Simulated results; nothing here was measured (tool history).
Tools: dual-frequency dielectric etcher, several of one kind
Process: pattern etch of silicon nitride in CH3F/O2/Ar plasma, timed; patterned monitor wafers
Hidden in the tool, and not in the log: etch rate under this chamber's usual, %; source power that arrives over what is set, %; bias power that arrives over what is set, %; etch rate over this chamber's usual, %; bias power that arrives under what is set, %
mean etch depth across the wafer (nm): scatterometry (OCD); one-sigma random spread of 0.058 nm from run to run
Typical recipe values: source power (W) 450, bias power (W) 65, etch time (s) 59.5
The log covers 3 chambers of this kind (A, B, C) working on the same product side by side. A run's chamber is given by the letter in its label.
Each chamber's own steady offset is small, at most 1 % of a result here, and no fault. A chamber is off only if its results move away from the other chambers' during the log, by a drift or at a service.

run	hour	source power (W)	bias power (W)	etch time (s)	hours since the last wet clean	hours since the last source power generator calibration	hours since the last bias power generator calibration	read-back reference wafer on the same gauge, depth_nm	mean etch depth across the wafer (nm)
1C	7.6	450	65	59.5	10.6	4410.4	600.2	39.695	42.177
2A	14.7	450	65	59.5	475.7	2236.2	1333.8	39.717	42.067
3B	19.7	450	65	59.5	266.3	43.3	1937.1	39.729	42.498
4C	25.9	450	65	59.5	28.9	4428.7	618.5	39.745	42.169
5B	32.6	450	65	59.5	279.2	56.2	1950	39.739	42.404
6A	40.2	450	65	59.5	501.2	2261.7	1359.3	39.767	42.186
7C	45.5	450	65	59.5	48.5	4448.3	638.1	39.776	42.132
8B	51.8	450	65	59.5	298.4	75.4	1969.2	39.78	42.538
9A	58.4	450	73	59.5	519.4	2279.9	1377.5	39.793	43.909
10A	64.3	450	73	59.5	525.3	2285.8	1383.4	39.792	43.851
11C	71.1	450	73	59.5	74.1	4473.9	663.7	39.801	43.897
12B	76.9	450	65	59.5	323.5	100.5	1994.3	39.825	42.594
13C	80.7	450	65	59.5	83.7	4483.5	673.3	39.824	42.311
14B	84.2	450	65	59.5	330.8	107.8	2001.6	39.817	42.65
15A	87.9	450	65	59.5	548.9	2309.4	1407	39.848	42.15
16C	92.7	450	65	59.5	95.7	4495.5	685.3	39.85	42.269
17A	96.4	450	65	59.5	557.4	2317.9	1415.5	39.853	42.22
# hour 99.7: chamber A: wet clean of the chamber
18B	101.3	450	65	59.5	347.9	124.9	2018.7	39.859	42.559
19A	107.5	450	65	59.5	7.9	2329	1426.6	39.86	42.302
20B	112.7	450	81	59.5	359.3	136.3	2030.1	39.878	45.94
21C	117.2	450	81	59.5	120.2	4520	709.8	39.879	45.634
22C	121.2	450	81	59.5	124.2	4524	713.8	39.879	45.539
23B	127.4	450	65	59.5	374	151	2044.8	39.898	42.755
24A	132.6	450	65	59.5	33	2354.1	1451.7	39.913	42.383
25C	138.6	450	65	59.5	141.6	4541.4	731.2	39.904	42.344
26A	143.6	450	65	59.5	44	2365.1	1462.7	39.92	42.4

For the next run the whole fleet of 3 chambers uses the same settings. Give each chamber's results:
27A	149.2	450	56	59.5					?
27B	149.2	450	56	59.5					?
27C	149.2	450	56	59.5					?

run	mean etch depth across the wafer (nm)
27A	40.269
27B	40.701
27C	40.386
